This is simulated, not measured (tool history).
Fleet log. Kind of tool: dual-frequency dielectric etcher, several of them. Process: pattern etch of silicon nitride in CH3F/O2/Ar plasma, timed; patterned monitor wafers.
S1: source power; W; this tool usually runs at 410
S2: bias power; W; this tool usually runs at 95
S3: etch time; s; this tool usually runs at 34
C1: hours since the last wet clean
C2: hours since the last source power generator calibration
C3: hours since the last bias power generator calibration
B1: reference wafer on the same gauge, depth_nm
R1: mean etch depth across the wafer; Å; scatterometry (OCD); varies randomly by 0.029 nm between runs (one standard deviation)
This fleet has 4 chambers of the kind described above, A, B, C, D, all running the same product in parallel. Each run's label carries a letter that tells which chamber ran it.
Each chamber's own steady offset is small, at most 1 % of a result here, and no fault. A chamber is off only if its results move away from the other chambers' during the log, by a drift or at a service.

run   hour   S1   S2  S3     C1      C2      C3      B1      R1
       7.9  -- chamber D: wet clean of the chamber
 1B   10.5  410   95  34  347.4    23.9  2692.8  29.394  264.64
 2C   22.3  410   95  34  481.7   464.4    32.4  29.395  266.02
 3A   34.6  410   95  34  339.6  2191.3   260.3  29.389  267.25
      35.9  -- chamber B: wet clean of the chamber
      39.7  -- chamber A: wet clean of the chamber
 4D   46.9  410   95  34   39.1  2567.4   716.1  29.389   267.1
 5B   54.2  410   95  34   18.3    67.6  2736.5  29.379  264.49
 6C   62.7  410   95  34  522.1   504.8    72.8  29.377   265.4
 7A   75.6  410   95  34   35.9  2232.3   301.3  29.377  266.82
      82.5  -- chamber B: bias power generator calibrated
 8D   87.5  410   95  34   79.7    2608   756.7  29.372     267
 9D   96.7  410  104  34   88.9  2617.2   765.9  29.371  275.83
     103.6  -- chamber C: wet clean of the chamber
10C  106.8  410  104  34    3.2   548.9   116.9  29.362  273.83
11B  116.9  410  104  34     81   130.3    34.5  29.366  273.08
12A  126.8  410  104  34   87.1  2283.5   352.5  29.358  275.49
13D  138.4  410   95  34  130.6  2658.9   807.6  29.352  266.87
14A  148.4  410   95  34  108.7  2305.1   374.1  29.346  266.66
15B  155.4  410   95  34  119.5   168.8      73  29.348   264.3
16C  166.1  410   95  34   62.5   608.2   176.2  29.338  265.09
17D  178.1  410   95  34  170.3  2698.6   847.3  29.332  266.95
18C  185.2  410   95  34   81.6   627.3   195.3  29.341  264.66
19B  197.6  410   95  34  161.7     211   115.2  29.341   264.2
20A  206.5  410   95  34  166.8  2363.2   432.2  29.329  266.54
21C    214  410   95  34  110.4   656.1   224.1  29.326  264.64
22D  224.5  440  110  34  216.7    2745   893.7  29.322  288.14
23B  237.3  440  110  34  201.4   250.7   154.9  29.327  285.97
24A  249.8  440  110  34  210.1  2406.5   475.5  29.329  287.38
25B  255.7  440  110  34  219.8   269.1   173.3  29.312  285.89
26D  265.9  410   95  34  258.1  2786.4   935.1  29.304  266.41
27C  276.7  410   95  34  173.1   718.8   286.8  29.312  264.34
28A  284.2  410   95  34  244.5  2440.9   509.9  29.307  265.92
29D  291.1  480   95  34  283.3  2811.6   960.3  29.304  282.11
30C  304.1  480   95  34  200.5   746.2   314.2  29.305  280.38
31A  316.4  480   95  34  276.7  2473.1   542.1  29.292  282.48
32B  323.7  480   95  34  287.8   337.1   241.3   29.29  280.08
33C  336.7  410   95  34  233.1   778.8   346.8   29.29  264.32
34A  342.8  410   95  34  303.1  2499.5   568.5   29.29  266.24
35D  352.6  410   95  34  344.8  2873.1  1021.8  29.274  266.33
36B  364.4  410   95  34  328.5   377.8     282  29.276  263.62
37A  374.9  410   95  34  335.2  2531.6   600.6  29.275  266.32
38D  381.9  410   95  34  374.1  2902.4  1051.1  29.273  265.61

Predict what each chamber gives when all 4 of them run the settings below next.
39A  391.4  410  95  27.5                   ?
39B  391.4  410  95  27.5                   ?
39C  391.4  410  95  27.5                   ?
39D  391.4  410  95  27.5                   ?

run      R1
39A  215.01
39B  212.91
39C  213.78
39D  215.13

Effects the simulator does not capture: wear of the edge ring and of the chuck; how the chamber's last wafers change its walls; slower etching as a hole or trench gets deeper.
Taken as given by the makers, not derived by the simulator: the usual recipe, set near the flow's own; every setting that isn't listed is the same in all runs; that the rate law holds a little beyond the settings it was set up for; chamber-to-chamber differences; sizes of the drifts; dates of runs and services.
